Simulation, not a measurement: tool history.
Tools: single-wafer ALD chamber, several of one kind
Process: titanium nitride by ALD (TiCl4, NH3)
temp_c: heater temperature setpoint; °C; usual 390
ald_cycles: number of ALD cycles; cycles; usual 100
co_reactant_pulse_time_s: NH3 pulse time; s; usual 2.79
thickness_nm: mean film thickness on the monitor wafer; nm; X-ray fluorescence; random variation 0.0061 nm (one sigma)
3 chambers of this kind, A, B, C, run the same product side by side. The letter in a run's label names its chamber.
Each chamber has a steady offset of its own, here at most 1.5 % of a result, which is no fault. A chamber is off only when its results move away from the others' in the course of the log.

| run | day | temp_c | ald_cycles | co_reactant_pulse_time_s | read-back reference wafer on the same gauge, thickness_nm | thickness_nm |
|---|---|---|---|---|---|---|
| 1A | 0.271 | 390 | 100 | 2.79 | 2.1800 | 2.2071 |
| 2C | 0.550 | 390 | 100 | 2.79 | 2.1800 | 2.2265 |
| 3B | 0.875 | 390 | 100 | 2.79 | 2.1800 | 2.2518 |
| 4B | 1.058 | 390 | 100 | 2.79 | 2.1803 | 2.2476 |
| 5A | 1.308 | 390 | 100 | 2.79 | 2.1802 | 2.2122 |
| 6C | 1.538 | 390 | 100 | 2.79 | 2.1809 | 2.2207 |
| 7C | 1.825 | 390 | 100 | 2.79 | 2.1806 | 2.2327 |
| 8A | 2.075 | 390 | 93 | 2.79 | 2.1802 | 2.0531 |
| 9B | 2.350 | 390 | 93 | 2.79 | 2.1809 | 2.0959 |
|  | 2.554 | chamber C: thermocouple changed; heater temperature recalibrated |
| 10A | 2.683 | 390 | 93 | 2.79 | 2.1799 | 2.0612 |
| 11B | 2.883 | 390 | 100 | 2.79 | 2.1801 | 2.2445 |
| 12C | 3.083 | 390 | 111 | 2.79 | 2.1797 | 2.4694 |
| 13C | 3.350 | 390 | 111 | 2.79 | 2.1789 | 2.4597 |
| 14A | 3.617 | 390 | 111 | 2.79 | 2.1826 | 2.4643 |
| 15B | 3.892 | 390 | 100 | 2.79 | 2.1792 | 2.2400 |
| 16A | 4.146 | 390 | 100 | 2.79 | 2.1810 | 2.2085 |
| 17C | 4.346 | 390 | 100 | 2.79 | 2.1803 | 2.2086 |
| 18B | 4.538 | 398 | 100 | 2.34 | 2.1799 | 2.2536 |
| 19A | 4.838 | 398 | 100 | 2.34 | 2.1793 | 2.2240 |
| 20C | 5.104 | 398 | 100 | 2.34 | 2.1787 | 2.2126 |
| 21B | 5.296 | 390 | 100 | 2.79 | 2.1803 | 2.2527 |
| 22C | 5.521 | 390 | 100 | 2.79 | 2.1809 | 2.2216 |
| 23B | 5.862 | 390 | 100 | 2.79 | 2.1806 | 2.2500 |
| 24A | 6.079 | 390 | 100 | 2.79 | 2.1801 | 2.2056 |
| 25A | 6.425 | 390 | 100 | 2.79 | 2.1815 | 2.2242 |
| 26C | 6.583 | 390 | 81 | 2.79 | 2.1807 | 1.8019 |
| 27B | 6.758 | 390 | 81 | 2.79 | 2.1809 | 1.8268 |
| 28C | 6.938 | 390 | 81 | 2.79 | 2.1794 | 1.7920 |
| 29A | 7.196 | 390 | 100 | 2.79 | 2.1817 | 2.2315 |
| 30B | 7.508 | 390 | 100 | 2.79 | 2.1803 | 2.2574 |
| 31A | 7.762 | 390 | 100 | 2.79 | 2.1804 | 2.2088 |
| 32B | 7.933 | 403 | 113 | 2.79 | 2.1793 | 2.5626 |
| 33C | 8.142 | 403 | 113 | 2.79 | 2.1805 | 2.5279 |
| 34A | 8.338 | 403 | 113 | 2.79 | 2.1798 | 2.5187 |
| 35C | 8.517 | 390 | 94 | 2.79 | 2.1803 | 2.0800 |
| 36B | 8.750 | 390 | 94 | 2.79 | 2.1816 | 2.1151 |
| 37C | 9.046 | 390 | 94 | 2.79 | 2.1800 | 2.0814 |
| 38A | 9.292 | 390 | 100 | 2.79 | 2.1803 | 2.2142 |
| 39B | 9.467 | 390 | 100 | 2.79 | 2.1814 | 2.2448 |
| 40C | 9.688 | 390 | 100 | 2.79 | 2.1805 | 2.2288 |
| 41A | 9.862 | 381 | 100 | 2.79 | 2.1805 | 2.2017 |
| 42B | 10.204 | 381 | 100 | 2.79 | 2.1802 | 2.2347 |

Is one chamber off against the others, does the gauge drift, or is nothing wrong? If a chamber is off, say which, and what the likeliest cause is.

No chamber stands off beyond its own small offset, and the gauge holds steady.
